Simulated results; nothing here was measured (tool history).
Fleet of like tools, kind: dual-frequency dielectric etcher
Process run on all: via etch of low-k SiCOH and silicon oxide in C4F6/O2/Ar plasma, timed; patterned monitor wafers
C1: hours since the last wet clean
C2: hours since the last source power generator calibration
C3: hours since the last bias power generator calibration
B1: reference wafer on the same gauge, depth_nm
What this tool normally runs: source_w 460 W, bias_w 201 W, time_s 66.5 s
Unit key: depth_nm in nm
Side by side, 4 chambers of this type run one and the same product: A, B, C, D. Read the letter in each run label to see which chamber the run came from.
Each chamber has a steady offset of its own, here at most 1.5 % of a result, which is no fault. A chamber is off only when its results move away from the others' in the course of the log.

{"run": "1C", "day": 0.192, "source_w": 460, "bias_w": 201, "time_s": 66.5, "C1": 389.1, "C2": 172.6, "C3": 4937.8, "B1": 156.05, "depth_nm": 190.56}
{"run": "2A", "day": 0.329, "source_w": 460, "bias_w": 201, "time_s": 66.5, "C1": 445.4, "C2": 1733.8, "C3": 368.0, "B1": 155.99, "depth_nm": 187.63}
{"run": "3D", "day": 0.45, "source_w": 460, "bias_w": 201, "time_s": 66.5, "C1": 303.3, "C2": 349.2, "C3": 257.6, "B1": 156.12, "depth_nm": 191.17}
{"run": "4B", "day": 0.679, "source_w": 460, "bias_w": 201, "time_s": 66.5, "C1": 94.2, "C2": 1400.4, "C3": 1307.8, "B1": 155.95, "depth_nm": 189.35}
{"run": "5D", "day": 0.921, "source_w": 460, "bias_w": 201, "time_s": 66.5, "C1": 314.6, "C2": 360.5, "C3": 268.9, "B1": 156.05, "depth_nm": 189.96}
{"run": "6C", "day": 1.058, "source_w": 460, "bias_w": 201, "time_s": 66.5, "C1": 409.9, "C2": 193.4, "C3": 4958.6, "B1": 156.24, "depth_nm": 188.45}
{"run": "7A", "day": 1.229, "source_w": 410, "bias_w": 155, "time_s": 66.5, "C1": 467.0, "C2": 1755.4, "C3": 389.6, "B1": 156.06, "depth_nm": 166.48}
{"run": "8B", "day": 1.392, "source_w": 410, "bias_w": 155, "time_s": 66.5, "C1": 111.3, "C2": 1417.5, "C3": 1324.9, "B1": 155.91, "depth_nm": 166.85}
{"run": "9A", "day": 1.512, "source_w": 410, "bias_w": 155, "time_s": 66.5, "C1": 473.8, "C2": 1762.2, "C3": 396.4, "B1": 156.02, "depth_nm": 165.18}
{"day": 1.538, "done": "chamber D: wet clean of the chamber"}
{"day": 1.608, "done": "chamber A: wet clean of the chamber"}
{"run": "10C", "day": 1.692, "source_w": 410, "bias_w": 155, "time_s": 66.5, "C1": 425.1, "C2": 208.6, "C3": 4973.8, "B1": 156.12, "depth_nm": 165.56}
{"run": "11D", "day": 1.912, "source_w": 460, "bias_w": 201, "time_s": 66.5, "C1": 9.1, "C2": 384.3, "C3": 292.7, "B1": 156.06, "depth_nm": 189.28}
{"run": "12B", "day": 2.15, "source_w": 460, "bias_w": 201, "time_s": 66.5, "C1": 129.5, "C2": 1435.7, "C3": 1343.1, "B1": 156.13, "depth_nm": 188.91}
{"run": "13A", "day": 2.321, "source_w": 460, "bias_w": 201, "time_s": 66.5, "C1": 17.2, "C2": 1781.6, "C3": 415.8, "B1": 155.96, "depth_nm": 179.48}
{"run": "14C", "day": 2.558, "source_w": 460, "bias_w": 201, "time_s": 66.5, "C1": 445.9, "C2": 229.4, "C3": 4994.6, "B1": 155.95, "depth_nm": 189.55}
{"run": "15D", "day": 2.704, "source_w": 460, "bias_w": 201, "time_s": 66.5, "C1": 28.1, "C2": 403.3, "C3": 311.7, "B1": 155.97, "depth_nm": 189.62}
{"run": "16B", "day": 2.942, "source_w": 460, "bias_w": 201, "time_s": 66.5, "C1": 148.5, "C2": 1454.7, "C3": 1362.1, "B1": 156.01, "depth_nm": 187.59}
{"run": "17A", "day": 3.067, "source_w": 500, "bias_w": 178, "time_s": 66.5, "C1": 35.1, "C2": 1799.5, "C3": 433.7, "B1": 156.07, "depth_nm": 180.02}
{"run": "18C", "day": 3.308, "source_w": 500, "bias_w": 178, "time_s": 66.5, "C1": 463.9, "C2": 247.4, "C3": 5012.6, "B1": 156.14, "depth_nm": 185.78}
{"run": "19B", "day": 3.512, "source_w": 500, "bias_w": 178, "time_s": 66.5, "C1": 162.2, "C2": 1468.4, "C3": 1375.8, "B1": 155.98, "depth_nm": 188.97}
{"run": "20D", "day": 3.65, "source_w": 500, "bias_w": 178, "time_s": 66.5, "C1": 50.8, "C2": 426.0, "C3": 334.4, "B1": 155.99, "depth_nm": 190.84}
{"run": "21A", "day": 3.771, "source_w": 460, "bias_w": 232, "time_s": 66.5, "C1": 52.0, "C2": 1816.4, "C3": 450.6, "B1": 155.83, "depth_nm": 189.89}
{"run": "22D", "day": 3.883, "source_w": 460, "bias_w": 232, "time_s": 66.5, "C1": 56.4, "C2": 431.6, "C3": 340.0, "B1": 155.99, "depth_nm": 200.04}
{"run": "23C", "day": 4.05, "source_w": 460, "bias_w": 232, "time_s": 66.5, "C1": 481.7, "C2": 265.2, "C3": 5030.4, "B1": 156.01, "depth_nm": 197.6}
{"run": "24B", "day": 4.171, "source_w": 460, "bias_w": 232, "time_s": 66.5, "C1": 178.0, "C2": 1484.2, "C3": 1391.6, "B1": 156.09, "depth_nm": 195.3}
{"run": "25A", "day": 4.279, "source_w": 370, "bias_w": 201, "time_s": 66.5, "C1": 64.2, "C2": 1828.6, "C3": 462.8, "B1": 155.85, "depth_nm": 165.49}
{"run": "26C", "day": 4.417, "source_w": 370, "bias_w": 201, "time_s": 66.5, "C1": 490.5, "C2": 274.0, "C3": 5039.2, "B1": 155.98, "depth_nm": 174.43}
{"run": "27D", "day": 4.567, "source_w": 370, "bias_w": 201, "time_s": 66.5, "C1": 72.8, "C2": 448.0, "C3": 356.4, "B1": 155.97, "depth_nm": 175.02}
{"run": "28B", "day": 4.8, "source_w": 370, "bias_w": 201, "time_s": 66.5, "C1": 193.1, "C2": 1499.3, "C3": 1406.7, "B1": 155.93, "depth_nm": 172.49}
{"run": "29B", "day": 4.921, "source_w": 460, "bias_w": 201, "time_s": 66.5, "C1": 196.0, "C2": 1502.2, "C3": 1409.6, "B1": 156.19, "depth_nm": 188.68}
{"run": "30C", "day": 5.062, "source_w": 370, "bias_w": 201, "time_s": 66.5, "C1": 506.0, "C2": 289.5, "C3": 5054.7, "B1": 156.19, "depth_nm": 173.58}

The same settings go to every chamber for the next run, one line per chamber below. Forecast the results for each:
{"run": "31A", "day": 5.238, "source_w": 460, "bias_w": 157, "time_s": 66.5, "depth_nm": "?"}
{"run": "31B", "day": 5.238, "source_w": 460, "bias_w": 157, "time_s": 66.5, "depth_nm": "?"}
{"run": "31C", "day": 5.238, "source_w": 460, "bias_w": 157, "time_s": 66.5, "depth_nm": "?"}
{"run": "31D", "day": 5.238, "source_w": 460, "bias_w": 157, "time_s": 66.5, "depth_nm": "?"}

run=31A depth_nm=167.63
run=31B depth_nm=174.44
run=31C depth_nm=174.89
run=31D depth_nm=177.25
